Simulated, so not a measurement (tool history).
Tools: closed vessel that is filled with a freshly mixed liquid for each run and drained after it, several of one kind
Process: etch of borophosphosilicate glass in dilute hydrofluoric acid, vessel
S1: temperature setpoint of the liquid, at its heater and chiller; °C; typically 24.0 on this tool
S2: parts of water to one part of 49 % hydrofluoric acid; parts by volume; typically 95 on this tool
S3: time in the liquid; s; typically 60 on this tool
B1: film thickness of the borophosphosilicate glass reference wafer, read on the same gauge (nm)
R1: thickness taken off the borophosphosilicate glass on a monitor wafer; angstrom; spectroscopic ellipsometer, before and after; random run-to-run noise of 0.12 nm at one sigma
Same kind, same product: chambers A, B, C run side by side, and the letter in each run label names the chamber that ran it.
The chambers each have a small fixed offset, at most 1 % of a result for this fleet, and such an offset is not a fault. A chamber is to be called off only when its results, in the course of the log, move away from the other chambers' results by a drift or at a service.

run,day,S1,S2,S3,B1,R1
1C,0.325,24.0,95,60,50.000,189.56
2B,0.783,24.0,95,60,50.013,192.56
3A,1.258,24.0,95,60,49.990,191.07
4B,1.804,24.0,95,60,49.988,192.70
5C,2.229,24.0,95,60,49.971,192.19
# day 2.496: chamber C: hydrofluoric acid flow meter replaced
6A,2.554,24.0,95,60,50.034,192.04
7B,2.900,24.0,95,60,50.029,191.93
8C,3.300,24.0,95,60,49.985,192.75
9A,3.562,24.0,95,60,49.994,190.01
10C,4.062,24.0,95,60,49.988,191.58
11A,4.612,24.0,95,60,49.951,190.92
12B,5.112,24.0,95,60,49.955,192.62
13B,5.475,24.0,95,60,49.985,194.55
14A,5.867,24.0,95,60,49.993,187.80
15C,6.192,24.0,95,60,49.979,191.94
16A,6.588,24.0,95,60,49.979,190.48
17B,7.033,24.0,95,60,50.006,194.44
18C,7.567,24.0,95,60,50.022,192.13
19C,7.925,21.0,95,80,50.018,223.58
20A,8.238,21.0,95,80,49.979,225.40
21B,8.633,21.0,95,80,50.008,225.43
22B,9.033,24.0,95,60,50.016,192.48
23C,9.300,24.0,95,60,50.006,191.98
24A,9.775,24.0,95,60,50.006,190.20
25B,10.346,24.0,95,60,49.979,191.39
26C,10.942,24.0,95,60,49.951,192.17
27A,11.338,24.0,95,60,50.006,189.17
28B,11.746,24.0,95,40,49.997,128.05
29C,12.175,24.0,95,40,49.990,128.42
30A,12.658,24.0,95,40,49.988,128.21
31B,13.179,24.0,95,60,50.013,193.26
32C,13.546,24.0,95,60,50.008,190.79
33A,14.058,19.5,95,80,50.007,211.89
34C,14.542,19.5,95,80,50.023,210.58
35B,14.858,19.5,95,80,49.979,214.15
36A,15.454,24.0,70,30,50.005,134.42
# day 15.688: chamber A: thermometer replaced
37A,15.771,24.0,70,30,49.976,133.24
38C,16.300,24.0,70,30,50.001,133.77
39B,16.633,24.0,95,60,50.021,193.18
# day 17.062: chamber A: hydrofluoric acid flow meter replaced
40A,17.092,24.0,95,60,49.999,189.02

Predict what each chamber gives when all 3 of them run the settings below next.
41A,17.525,24.0,95,60,,?
41B,17.525,24.0,95,60,,?
41C,17.525,24.0,95,60,,?

run,R1
41A,190.35
41B,193.76
41C,190.55

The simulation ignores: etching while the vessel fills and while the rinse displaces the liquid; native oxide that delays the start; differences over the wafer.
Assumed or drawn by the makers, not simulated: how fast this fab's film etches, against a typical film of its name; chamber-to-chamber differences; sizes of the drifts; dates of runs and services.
